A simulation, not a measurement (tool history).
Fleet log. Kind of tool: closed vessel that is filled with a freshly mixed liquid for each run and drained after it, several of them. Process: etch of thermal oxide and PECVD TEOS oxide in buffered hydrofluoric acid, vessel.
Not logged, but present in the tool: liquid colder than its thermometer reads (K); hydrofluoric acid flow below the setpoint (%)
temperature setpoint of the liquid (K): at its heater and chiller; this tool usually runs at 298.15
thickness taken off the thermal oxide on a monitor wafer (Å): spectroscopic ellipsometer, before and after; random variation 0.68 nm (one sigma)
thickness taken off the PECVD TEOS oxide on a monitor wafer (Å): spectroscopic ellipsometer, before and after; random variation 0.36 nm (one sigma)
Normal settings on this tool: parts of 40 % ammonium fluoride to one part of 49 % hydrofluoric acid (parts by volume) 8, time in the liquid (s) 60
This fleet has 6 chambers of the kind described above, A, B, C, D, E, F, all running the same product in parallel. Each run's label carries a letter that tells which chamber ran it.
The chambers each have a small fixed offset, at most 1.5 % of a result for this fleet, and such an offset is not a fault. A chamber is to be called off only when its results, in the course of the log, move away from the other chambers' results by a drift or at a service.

run     day  temperature setpoint of the liquid (K)  parts of 40 % ammonium fluoride to one part of 49 % hydrofluoric acid (parts by volume)  time in the liquid (s)  hours since the thermometer was replaced  hours since the hydrofluoric acid flow meter was replaced  read-back film thickness of the thermal oxide reference wafer, read on the same gauge (nm)  read-back film thickness of the PECVD TEOS oxide reference wafer, read on the same gauge (nm)  thickness taken off the thermal oxide on a monitor wafer (Å)  thickness taken off the PECVD TEOS oxide on a monitor wafer (Å)
 1A   0.338                                  298.15                                                                                        8                      60                                    1756.3                                                     1119.5                                                                                      150.01                                                                                         59.961                                                        906.21                                                          1025.60
 2E   0.729                                  298.15                                                                                        8                      60                                    2197.0                                                      454.7                                                                                      150.03                                                                                         59.967                                                        885.23                                                          1010.30
 3B   0.992                                  298.15                                                                                        8                      60                                     741.7                                                      124.3                                                                                      149.99                                                                                         60.029                                                        890.58                                                          1010.00
 4D   1.271                                  298.15                                                                                        8                      60                                    1447.9                                                       73.3                                                                                      149.99                                                                                         60.024                                                        893.84                                                          1016.90
 5C   1.650                                  298.15                                                                                        8                      60                                    1984.7                                                       56.8                                                                                      149.99                                                                                         60.005                                                        892.47                                                          1006.50
 6F   2.079                                  298.15                                                                                        8                      60                                     591.5                                                      317.5                                                                                      150.01                                                                                         59.991                                                        903.03                                                          1013.00
 7A   2.562                                  298.15                                                                                        8                      60                                    1809.7                                                     1172.9                                                                                      150.00                                                                                         59.925                                                        893.89                                                          1023.10
 8C   2.896                                  298.15                                                                                        8                      60                                    2014.6                                                       86.7                                                                                      150.01                                                                                         59.978                                                        913.73                                                          1012.70
 9D   3.142                                  298.15                                                                                        8                      60                                    1492.8                                                      118.2                                                                                      149.99                                                                                         59.976                                                        908.25                                                          1017.60
10E   3.508                                  298.15                                                                                        8                      60                                    2263.7                                                      521.4                                                                                      150.00                                                                                         60.011                                                        903.99                                                          1008.70
11B   3.992                                  298.15                                                                                        8                      60                                     813.7                                                      196.3                                                                                      150.00                                                                                         60.034                                                        898.12                                                          1017.10
12F   4.221                                  298.15                                                                                        8                      60                                     642.9                                                      368.9                                                                                      149.99                                                                                         59.975                                                        910.34                                                          1021.30
13D   4.496                                  298.15                                                                                        8                      30                                    1525.3                                                      150.7                                                                                      150.00                                                                                         59.973                                                        446.17                                                           507.15
14B   4.829                                  298.15                                                                                        8                      30                                     833.8                                                      216.4                                                                                      149.98                                                                                         59.990                                                        449.45                                                           503.86
15A   5.096                                  298.15                                                                                        8                      30                                    1870.5                                                     1233.7                                                                                      150.01                                                                                         60.030                                                        451.36                                                           515.03
16F   5.438                                  298.15                                                                                        8                      30                                     672.1                                                      398.1                                                                                      150.03                                                                                         59.974                                                        450.27                                                           502.85
17C   5.754                                  298.15                                                                                        8                      30                                    2083.2                                                      155.3                                                                                      150.00                                                                                         59.997                                                        449.67                                                           502.31
18E   6.208                                  298.15                                                                                        8                      30                                    2328.5                                                      586.2                                                                                      149.99                                                                                         60.023                                                        446.41                                                           504.42
19E   6.667                                  298.15                                                                                        8                      60                                    2339.5                                                      597.2                                                                                      150.02                                                                                         60.042                                                        900.12                                                          1007.50
20C   7.038                                  298.15                                                                                        7                      60                                    2114.0                                                      186.1                                                                                      150.02                                                                                         59.994                                                       1039.20                                                          1161.60
21A   7.525                                  298.15                                                                                        7                      60                                    1928.8                                                     1292.0                                                                                      149.98                                                                                         60.004                                                       1044.30                                                          1173.80
22F   7.812                                  298.15                                                                                        7                      60                                     729.1                                                      455.1                                                                                      149.99                                                                                         60.012                                                       1045.10                                                          1161.30
23B   8.062                                  298.15                                                                                        7                      60                                     911.4                                                      294.0                                                                                      150.01                                                                                         60.010                                                       1027.70                                                          1169.60
24D   8.550                                  298.15                                                                                        7                      60                                    1622.6                                                      248.0                                                                                      149.99                                                                                         60.021                                                       1040.20                                                          1170.60
25D   9.012                                  298.15                                                                                        7                      60                                    1633.7                                                      259.1                                                                                      149.99                                                                                         59.992                                                       1054.50                                                          1178.40
26A   9.312                                  298.15                                                                                        8                      60                                    1971.7                                                     1334.9                                                                                      149.97                                                                                         60.018                                                        892.89                                                          1025.20
      9.517  -- chamber D: thermometer replaced
27E   9.633                                  298.15                                                                                        8                      60                                    2410.7                                                      668.4                                                                                      150.00                                                                                         59.947                                                        899.13                                                          1006.60
      9.954  -- chamber E: hydrofluoric acid flow meter replaced
28C  10.008                                  298.15                                                                                        8                      60                                    2185.3                                                      257.4                                                                                      149.97                                                                                         59.980                                                        894.13                                                          1008.10
29B  10.246                                  298.15                                                                                        8                      60                                     963.8                                                      346.4                                                                                      149.99                                                                                         60.020                                                        888.32                                                          1010.60
30F  10.692                                  298.15                                                                                        8                      60                                     798.2                                                      524.2                                                                                      150.01                                                                                         60.019                                                        908.71                                                          1013.80
31E  11.142                                  298.15                                                                                        8                      60                                    2446.9                                                       28.5                                                                                      149.97                                                                                         59.972                                                        894.23                                                          1006.50
32F  11.408                                  298.15                                                                                        8                      60                                     815.4                                                      541.4                                                                                      150.00                                                                                         60.019                                                        895.25                                                          1012.40
33B  11.683                                  298.15                                                                                        8                      60                                     998.3                                                      380.9                                                                                      150.00                                                                                         60.027                                                        895.41                                                          1015.40
34A  12.038                                  298.15                                                                                        8                      60                                    2037.1                                                     1400.3                                                                                      150.02                                                                                         59.995                                                        909.73                                                          1016.60
35C  12.333                                  298.15                                                                                        8                      60                                    2241.1                                                      313.2                                                                                      149.98                                                                                         60.020                                                        909.08                                                          1008.00
36D  12.796                                  298.15                                                                                        8                      30                                      78.8                                                      349.9                                                                                      150.00                                                                                         60.044                                                        450.14                                                           511.92
37B  13.267                                  298.15                                                                                        8                      30                                    1036.3                                                      418.9                                                                                      150.03                                                                                         59.997                                                        445.07                                                           506.94
38E  13.550                                  298.15                                                                                        8                      30                                    2504.7                                                       86.3                                                                                      149.98                                                                                         60.021                                                        449.95                                                           503.35
39C  13.825                                  298.15                                                                                        8                      30                                    2276.9                                                      349.0                                                                                      150.01                                                                                         60.009                                                        446.00                                                           504.01
40F  14.154                                  298.15                                                                                        8                      30                                     881.3                                                      607.3                                                                                      150.00                                                                                         60.004                                                        451.94                                                           503.70

Is one chamber off against the others, does the gauge drift, or is nothing wrong? If a chamber is off, say which, and what the likeliest cause is.

No chamber stands off beyond its own small offset, and the gauge holds steady.
